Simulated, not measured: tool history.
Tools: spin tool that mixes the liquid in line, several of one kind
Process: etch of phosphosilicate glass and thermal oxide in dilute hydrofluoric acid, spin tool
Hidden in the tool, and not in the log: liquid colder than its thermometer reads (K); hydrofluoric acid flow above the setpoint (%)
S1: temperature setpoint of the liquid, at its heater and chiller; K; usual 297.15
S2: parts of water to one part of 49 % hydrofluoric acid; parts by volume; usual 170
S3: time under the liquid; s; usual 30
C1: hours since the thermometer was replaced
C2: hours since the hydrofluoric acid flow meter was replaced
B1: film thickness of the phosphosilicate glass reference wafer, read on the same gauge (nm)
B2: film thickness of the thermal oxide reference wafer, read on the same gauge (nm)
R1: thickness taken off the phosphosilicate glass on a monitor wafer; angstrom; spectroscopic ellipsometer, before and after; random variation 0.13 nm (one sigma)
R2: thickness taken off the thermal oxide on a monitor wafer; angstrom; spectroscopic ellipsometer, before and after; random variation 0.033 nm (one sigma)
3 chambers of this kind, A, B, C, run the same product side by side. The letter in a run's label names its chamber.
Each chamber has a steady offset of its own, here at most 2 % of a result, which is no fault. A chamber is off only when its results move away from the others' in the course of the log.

{"run": "1C", "hour": 12.0, "S1": 297.15, "S2": 170, "S3": 30, "C1": 220.5, "C2": 155.1, "B1": 90.005, "B2": 99.999, "R1": 269.39, "R2": 7.7243}
{"run": "2A", "hour": 20.0, "S1": 297.15, "S2": 170, "S3": 30, "C1": 191.5, "C2": 292.1, "B1": 89.993, "B2": 100.02, "R1": 270.86, "R2": 7.9239}
{"run": "3B", "hour": 29.2, "S1": 297.15, "S2": 170, "S3": 30, "C1": 870.6, "C2": 677.2, "B1": 90.028, "B2": 99.984, "R1": 270.74, "R2": 7.54}
{"run": "4C", "hour": 37.1, "S1": 297.15, "S2": 170, "S3": 30, "C1": 245.6, "C2": 180.2, "B1": 90.009, "B2": 99.996, "R1": 269.08, "R2": 7.9661}
{"run": "5B", "hour": 43.5, "S1": 297.15, "S2": 170, "S3": 30, "C1": 884.9, "C2": 691.5, "B1": 89.933, "B2": 100.01, "R1": 270.18, "R2": 7.5141}
{"run": "6A", "hour": 53.5, "S1": 297.15, "S2": 110, "S3": 15, "C1": 225, "C2": 325.6, "B1": 90.018, "B2": 99.999, "R1": 229.14, "R2": 6.1285}
{"run": "7A", "hour": 62.4, "S1": 297.15, "S2": 110, "S3": 15, "C1": 233.9, "C2": 334.5, "B1": 90.01, "B2": 99.988, "R1": 226.56, "R2": 6.0785}
{"run": "8B", "hour": 71.2, "S1": 297.15, "S2": 110, "S3": 15, "C1": 912.6, "C2": 719.2, "B1": 89.992, "B2": 99.975, "R1": 222.37, "R2": 5.9}
{"run": "9C", "hour": 78.9, "S1": 297.15, "S2": 170, "S3": 30, "C1": 287.4, "C2": 222, "B1": 90.026, "B2": 100, "R1": 269.12, "R2": 7.5574}
{"run": "10C", "hour": 87.3, "S1": 297.15, "S2": 170, "S3": 30, "C1": 295.8, "C2": 230.4, "B1": 89.933, "B2": 99.992, "R1": 269.38, "R2": 8.044}
{"run": "11A", "hour": 95.4, "S1": 297.15, "S2": 170, "S3": 30, "C1": 266.9, "C2": 367.5, "B1": 90, "B2": 100.01, "R1": 273.92, "R2": 6.9375}
{"run": "12B", "hour": 103.9, "S1": 297.15, "S2": 170, "S3": 30, "C1": 945.3, "C2": 751.9, "B1": 89.966, "B2": 100.01, "R1": 271.3, "R2": 7.2267}
{"run": "13B", "hour": 113.3, "S1": 300.15, "S2": 170, "S3": 20, "C1": 954.7, "C2": 761.3, "B1": 89.972, "B2": 99.982, "R1": 202.38, "R2": 6.0181}
{"run": "14A", "hour": 119.9, "S1": 300.15, "S2": 170, "S3": 20, "C1": 291.4, "C2": 392, "B1": 89.974, "B2": 100, "R1": 202.45, "R2": 5.5487}
{"run": "15C", "hour": 127.2, "S1": 300.15, "S2": 170, "S3": 20, "C1": 335.7, "C2": 270.3, "B1": 89.996, "B2": 100.02, "R1": 197.95, "R2": 5.997}
{"run": "16B", "hour": 138.9, "S1": 297.15, "S2": 170, "S3": 30, "C1": 980.3, "C2": 786.9, "B1": 90.022, "B2": 100.01, "R1": 273.16, "R2": 7.1598}
{"run": "17A", "hour": 144.3, "S1": 297.15, "S2": 170, "S3": 30, "C1": 315.8, "C2": 416.4, "B1": 90.022, "B2": 99.988, "R1": 270.3, "R2": 7.2542}
{"run": "18C", "hour": 155.8, "S1": 297.15, "S2": 170, "S3": 30, "C1": 364.3, "C2": 298.9, "B1": 90.001, "B2": 100.02, "R1": 269.92, "R2": 7.8004}
{"run": "19A", "hour": 168.0, "S1": 297.15, "S2": 170, "S3": 30, "C1": 339.5, "C2": 440.1, "B1": 90.011, "B2": 99.999, "R1": 275.07, "R2": 7.9215}
{"run": "20C", "hour": 174.4, "S1": 297.15, "S2": 170, "S3": 30, "C1": 382.9, "C2": 317.5, "B1": 90.047, "B2": 99.996, "R1": 268.34, "R2": 7.5075}
{"run": "21B", "hour": 182.3, "S1": 295.15, "S2": 170, "S3": 45, "C1": 1023.7, "C2": 830.3, "B1": 89.965, "B2": 100.02, "R1": 382.67, "R2": 10.873}
{"run": "22C", "hour": 193.3, "S1": 295.15, "S2": 170, "S3": 45, "C1": 401.8, "C2": 336.4, "B1": 90.015, "B2": 100.03, "R1": 376.08, "R2": 9.9535}
{"run": "23B", "hour": 204.0, "S1": 295.15, "S2": 170, "S3": 45, "C1": 1045.4, "C2": 852, "B1": 89.974, "B2": 100.02, "R1": 384.19, "R2": 10.338}
{"run": "24A", "hour": 212.6, "S1": 297.15, "S2": 170, "S3": 30, "C1": 384.1, "C2": 484.7, "B1": 90.024, "B2": 100.02, "R1": 272.69, "R2": 7.6862}
{"run": "25A", "hour": 223.2, "S1": 297.15, "S2": 170, "S3": 30, "C1": 394.7, "C2": 495.3, "B1": 90.003, "B2": 99.998, "R1": 269.8, "R2": 7.3707}
{"run": "26C", "hour": 232.2, "S1": 297.15, "S2": 170, "S3": 30, "C1": 440.7, "C2": 375.3, "B1": 89.98, "B2": 100.01, "R1": 270.19, "R2": 7.7712}

Is one chamber off against the others, does the gauge drift, or is nothing wrong? If a chamber is off, say which, and what the likeliest cause is.

Chamber B drifts away from the others.
Cause: hydrofluoric acid flow above the setpoint (%) = 2.87.
The log may not tell that from: liquid hotter than its thermometer reads (K).

Here are 4 candidates for chamber B's next run, each the usual settings with a change, their results left as question marks. Which one brings its results back in line with what the others give on the usual settings?
In line means no further than this from the other chambers' mean on the usual settings: R1 4.6 angstrom; R2 1.2 angstrom
{"run": "27B-1", "hour": 241.1, "S1": 297.15, "S2": 160, "S3": 30, "R1": "?", "R2": "?"}
{"run": "27B-2", "hour": 241.1, "S1": 297.15, "S2": 175, "S3": 30, "R1": "?", "R2": "?"}
{"run": "27B-3", "hour": 241.1, "S1": 297.15, "S2": 165, "S3": 30, "R1": "?", "R2": "?"}
{"run": "27B-4", "hour": 241.1, "S1": 297.15, "S2": 180, "S3": 30, "R1": "?", "R2": "?"}

The other chambers' mean on the usual settings: R1 270.3 angstrom; R2 7.6112 angstrom
run=27B-1 R1=298.99 R2=8.2616
run=27B-2 R1=269.02 R2=7.4335
run=27B-3 R1=288.38 R2=7.9686
run=27B-4 R1=260.17 R2=7.1891
27B-2 brings the chamber back in line.
